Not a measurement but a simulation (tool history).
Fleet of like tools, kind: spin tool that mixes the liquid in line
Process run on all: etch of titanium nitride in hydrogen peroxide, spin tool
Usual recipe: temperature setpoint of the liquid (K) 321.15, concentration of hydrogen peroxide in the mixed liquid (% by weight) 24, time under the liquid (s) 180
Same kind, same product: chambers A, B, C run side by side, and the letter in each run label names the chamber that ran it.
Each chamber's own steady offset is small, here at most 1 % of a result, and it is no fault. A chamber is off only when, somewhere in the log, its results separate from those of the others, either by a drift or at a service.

run   hour  temperature setpoint of the liquid (K)  concentration of hydrogen peroxide in the mixed liquid (% by weight)  time under the liquid (s)  hours since the thermometer was replaced  hours since the peroxide flow meter was replaced  hours since the heated supply line was repaired  hours since the drum of peroxide was connected  read-back film thickness of the titanium nitride reference wafer, read on the same gauge (nm)  thickness taken off the titanium nitride on a monitor wafer (nm)
 1B    4.6                                  321.15                                                                    24                        180                                      92.8                                            1101.2                                           1883.3                                           958.9                                                                                         130.00                                                           13.3890
 2A    8.3                                  321.15                                                                    24                        180                                     931.0                                             616.4                                            529.0                                           202.4                                                                                         129.99                                                           13.4350
 3C   16.1                                  321.15                                                                    24                        180                                     224.3                                             346.8                                           1133.5                                           667.7                                                                                         130.02                                                           13.4170
 4C   19.9                                  321.15                                                                    24                        180                                     228.1                                             350.6                                           1137.3                                           671.5                                                                                         130.00                                                           13.5110
 5A   26.2                                  321.15                                                                    24                        180                                     948.9                                             634.3                                            546.9                                           220.3                                                                                         129.98                                                           13.3770
 6B   31.1                                  321.15                                                                    24                        180                                     119.3                                            1127.7                                           1909.8                                           985.4                                                                                         130.01                                                           13.3650
 7B   36.0                                  321.15                                                                    24                        180                                     124.2                                            1132.6                                           1914.7                                           990.3                                                                                         129.99                                                           13.2880
 8A   41.1                                  321.15                                                                    24                        180                                     963.8                                             649.2                                            561.8                                           235.2                                                                                         130.00                                                           13.3640
 9C   48.3                                  321.15                                                                    24                        180                                     256.5                                             379.0                                           1165.7                                           699.9                                                                                         130.00                                                           13.4410
10A   53.4                                  321.15                                                                    24                        180                                     976.1                                             661.5                                            574.1                                           247.5                                                                                         129.99                                                           13.4400
11C   60.9                                  321.15                                                                    24                        180                                     269.1                                             391.6                                           1178.3                                           712.5                                                                                         130.00                                                           13.4990
12B   67.8                                  321.15                                                                    24                        180                                     156.0                                            1164.4                                           1946.5                                          1022.1                                                                                         130.01                                                           13.3670
13B   75.7                                  321.15                                                                    24                        180                                     163.9                                            1172.3                                           1954.4                                          1030.0                                                                                         130.04                                                           13.3480
14A   81.0                                  321.15                                                                    24                        180                                    1003.7                                             689.1                                            601.7                                           275.1                                                                                         129.99                                                           13.5220
15C   85.1                                  321.15                                                                    24                        180                                     293.3                                             415.8                                           1202.5                                           736.7                                                                                         130.00                                                           13.3740
16C   90.6                                  321.15                                                                    24                        180                                     298.8                                             421.3                                           1208.0                                           742.2                                                                                         130.01                                                           13.4280
17A   98.6                                  321.15                                                                    24                        180                                    1021.3                                             706.7                                            619.3                                           292.7                                                                                         130.01                                                           13.3420
18B  104.4                                  321.15                                                                    24                        180                                     192.6                                            1201.0                                           1983.1                                          1058.7                                                                                         130.03                                                           13.3470
19B  111.2                                  312.65                                                                    24                        110                                     199.4                                            1207.8                                           1989.9                                          1065.5                                                                                         130.01                                                            4.3507
20A  117.9                                  312.65                                                                    24                        110                                    1040.6                                             726.0                                            638.6                                           312.0                                                                                         130.02                                                            4.3731
21C  122.7                                  312.65                                                                    24                        110                                     330.9                                             453.4                                           1240.1                                           774.3                                                                                         130.00                                                            4.3291
22A  128.3                                  321.15                                                                    24                        180                                    1051.0                                             736.4                                            649.0                                           322.4                                                                                         130.03                                                           13.4780
23B  136.4                                  321.15                                                                    24                        180                                     224.6                                            1233.0                                           2015.1                                          1090.7                                                                                         130.00                                                           13.4410
     143.0  -- chamber B: peroxide flow meter replaced
24C  144.3                                  321.15                                                                    24                        180                                     352.5                                             475.0                                           1261.7                                           795.9                                                                                         130.00                                                           13.4220
25A  152.2                                  321.15                                                                    24                        180                                    1074.9                                             760.3                                            672.9                                           346.3                                                                                         129.99                                                           13.3740
26C  157.4                                  318.15                                                                    24                        275                                     365.6                                             488.1                                           1274.8                                           809.0                                                                                         130.01                                                           16.4170
27B  164.1                                  318.15                                                                    24                        275                                     252.3                                              21.1                                           2042.8                                          1118.4                                                                                         130.00                                                           16.6140

Is one chamber off against the others, does the gauge drift, or is nothing wrong? If a chamber is off, say which, and what the likeliest cause is.

The fleet is healthy, with each chamber sitting at its usual small offset and no drift in the gauge.
